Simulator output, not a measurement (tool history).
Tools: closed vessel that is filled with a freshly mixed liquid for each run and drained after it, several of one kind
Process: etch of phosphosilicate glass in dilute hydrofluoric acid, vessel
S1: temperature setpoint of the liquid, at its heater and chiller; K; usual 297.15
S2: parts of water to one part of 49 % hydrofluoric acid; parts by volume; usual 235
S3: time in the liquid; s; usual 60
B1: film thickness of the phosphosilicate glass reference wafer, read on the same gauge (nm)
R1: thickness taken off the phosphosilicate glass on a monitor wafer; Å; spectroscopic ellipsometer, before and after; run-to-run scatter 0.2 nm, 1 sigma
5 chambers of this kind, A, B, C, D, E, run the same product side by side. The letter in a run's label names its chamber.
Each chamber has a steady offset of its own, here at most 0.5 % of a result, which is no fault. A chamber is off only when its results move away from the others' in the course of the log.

run   hour      S1   S2  S3      B1      R1
 1B    6.3  297.15  235  60  79.993  230.20
 2E   13.0  297.15  235  60  80.004  230.31
 3C   20.2  297.15  235  60  79.985  232.71
 4D   24.1  297.15  235  60  80.030  231.03
 5A   27.8  297.15  235  60  79.994  229.89
 6D   31.2  297.15  235  60  79.968  228.16
 7E   36.4  297.15  235  35  79.992  134.01
 8B   41.3  297.15  235  35  80.006  134.46
 9C   46.8  297.15  235  35  80.021  132.97
10A   50.9  297.15  235  35  79.981  134.15
11C   56.4  297.15  235  35  80.019  133.97
12B   61.1  294.65  235  30  80.026  107.58
13D   65.9  294.65  235  30  79.979  106.25
      71.1  -- chamber C: thermometer replaced
14A   71.9  294.65  235  30  80.014  105.18
15E   75.9  294.65  235  30  80.016  106.28
16C   81.7  294.65  235  30  80.013  105.70
17A   86.0  297.15  235  60  80.006  233.17
18D   89.5  297.15  235  60  79.985  229.21
19B   96.3  297.15  235  60  80.021  231.64
20E  100.1  294.65  155  60  79.989  352.01
21D  105.7  294.65  155  60  79.960  345.60
22B  111.3  294.65  155  60  80.004  347.72
23A  117.3  294.65  155  60  79.990  347.88
24E  122.4  294.65  155  60  80.018  360.21
     124.7  -- chamber A: thermometer replaced
25C  125.5  297.15  235  30  80.024  115.76
26B  132.1  297.15  235  30  80.003  116.33
27E  137.5  297.15  235  30  79.979  123.78
28A  140.7  297.15  235  30  80.008  116.43
29C  145.3  297.15  235  30  79.974  115.85
30D  152.3  297.15  235  60  79.992  232.62
31B  158.6  297.15  235  60  79.998  234.49
32C  165.1  297.15  235  60  79.998  231.98
33E  169.4  297.15  170  30  80.013  183.54
34A  173.3  297.15  170  30  79.987  171.44

The same settings go to every chamber for the next run, one line per chamber below. Forecast the results for each:
35A  178.4  297.15  235  75       ?
35B  178.4  297.15  235  75       ?
35C  178.4  297.15  235  75       ?
35D  178.4  297.15  235  75       ?
35E  178.4  297.15  235  75       ?

run      R1
35A  287.56
35B  290.81
35C  284.72
35D  288.04
35E  314.78
